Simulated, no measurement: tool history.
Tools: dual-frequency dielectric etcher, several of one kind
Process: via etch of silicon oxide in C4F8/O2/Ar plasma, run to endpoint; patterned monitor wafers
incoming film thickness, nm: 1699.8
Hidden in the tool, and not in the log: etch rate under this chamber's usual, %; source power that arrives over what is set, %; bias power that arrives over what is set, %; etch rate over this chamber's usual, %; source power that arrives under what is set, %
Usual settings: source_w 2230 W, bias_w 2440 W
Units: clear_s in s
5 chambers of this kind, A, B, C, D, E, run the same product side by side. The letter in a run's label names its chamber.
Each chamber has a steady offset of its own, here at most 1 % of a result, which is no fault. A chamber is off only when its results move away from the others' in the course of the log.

run   hour  source_w  bias_w  hours since the last wet clean  hours since the last source power generator calibration  hours since the last bias power generator calibration  clear_s
 1D    8.1      2230    2440                           317.6                                                    803.8                                                 5095.9   299.42
 2B   14.3      2230    2440                           364.6                                                     2567                                                  249.2   299.66
 3C   20.2      2230    2440                           488.2                                                   2326.5                                                   3312   297.44
 4E   27.9      2230    2440                           313.9                                                   2207.4                                                   1577   302.03
 5A   32.9      2230    2440                           353.3                                                     2624                                                 1431.5    298.2
 6D   38.7      2230    2440                           348.2                                                    834.4                                                 5126.5   300.15
 7B   46.5      2230    2440                           396.8                                                   2599.2                                                  281.4   301.56
 8A   50.9      2520    2440                           371.3                                                     2642                                                 1449.5   285.58
 9C     59      2520    2440                             527                                                   2365.3                                                 3350.8   284.91
10E   64.4      2520    2440                           350.4                                                   2243.9                                                 1613.5    288.2
11E   73.2      2520    2440                           359.2                                                   2252.7                                                 1622.3    287.5
12D     79      2520    2440                           388.5                                                    874.7                                                 5166.8   283.99
13C   84.6      2600    2440                           552.6                                                   2390.9                                                 3376.4   282.01
      89.6  -- chamber E: source power generator calibrated
14B   92.8      2600    2440                           443.1                                                   2645.5                                                  327.7   283.42
      98.6  -- chamber D: bias power generator calibrated
15A   99.7      2600    2440                           420.1                                                   2690.8                                                 1498.3   283.31
16D  106.8      2600    2440                           416.3                                                    902.5                                                    8.3   283.56
17A  111.9      2600    2440                           432.3                                                     2703                                                 1510.5   281.89
     113.4  -- chamber A: wet clean of the chamber
     119.3  -- chamber B: wet clean of the chamber
18B  121.5      2230    2440                             2.2                                                   2674.2                                                  356.4    298.5
       123  -- chamber C: wet clean of the chamber
19E  128.3      2230    2440                           414.3                                                     38.7                                                 1677.4   302.16
20C  137.9      2230    2440                              15                                                   2444.2                                                 3429.7   298.41
21B    143      2230    2440                            23.7                                                   2695.7                                                  377.9   302.73
22A  147.4      2230    2440                              34                                                   2738.5                                                   1546    299.2
23C  157.3      2230    2440                            34.4                                                   2463.6                                                 3449.1    298.4
24E  165.8      2420    2228                           451.8                                                     76.2                                                 1714.9   299.46
25D  174.9      2420    2228                           484.4                                                    970.6                                                   76.4   298.41
26D  182.5      2420    2228                             492                                                    978.2                                                     84   299.69
27C  187.5      2420    2228                            64.6                                                   2493.8                                                 3479.3   298.22
28E  196.5      2420    2228                           482.5                                                    106.9                                                 1745.6   298.96
29B  205.8      2230    2440                            86.5                                                   2758.5                                                  440.7   300.28
30A  214.9      2230    2440                           101.5                                                     2806                                                 1613.5   301.05
31A  222.5      2230    2440                           109.1                                                   2813.6                                                 1621.1   302.35
32D  231.3      2230    2440                           540.8                                                     1027                                                  132.8   299.35
33B  236.2      2620    2440                           116.9                                                   2788.9                                                  471.1   282.96
34C  245.5      2620    2440                           122.6                                                   2551.8                                                 3537.3   279.59
35E  253.9      2620    2440                           539.9                                                    164.3                                                   1803   284.52
     259.6  -- chamber D: wet clean of the chamber
36B  260.7      2620    2440                           141.4                                                   2813.4                                                  495.6   283.07
37D  270.2      2620    2440                            10.6                                                   1065.9                                                  171.7   279.05
38C    280      2230    2440                           157.1                                                   2586.3                                                 3571.8   297.82
     282.3  -- chamber C: bias power generator calibrated
39A  286.2      2230    2440                           172.8                                                   2877.3                                                 1684.8   301.92
40E  293.9      2230    2860                           579.9                                                    204.3                                                   1843   289.01
41E  303.4      2230    2860                           589.4                                                    213.8                                                 1852.5   286.19
42C  310.7      2230    2860                           187.8                                                     2617                                                   28.5   286.96

Next, every chamber runs the same settings. What will each give?
43A  317.9      2230    2440                                                                                                                                                        ?
43B  317.9      2230    2440                                                                                                                                                        ?
43C  317.9      2230    2440                                                                                                                                                        ?
43D  317.9      2230    2440                                                                                                                                                        ?
43E  317.9      2230    2440                                                                                                                                                        ?

run  clear_s
43A   300.73
43B   301.47
43C   298.94
43D   300.88
43E    301.1

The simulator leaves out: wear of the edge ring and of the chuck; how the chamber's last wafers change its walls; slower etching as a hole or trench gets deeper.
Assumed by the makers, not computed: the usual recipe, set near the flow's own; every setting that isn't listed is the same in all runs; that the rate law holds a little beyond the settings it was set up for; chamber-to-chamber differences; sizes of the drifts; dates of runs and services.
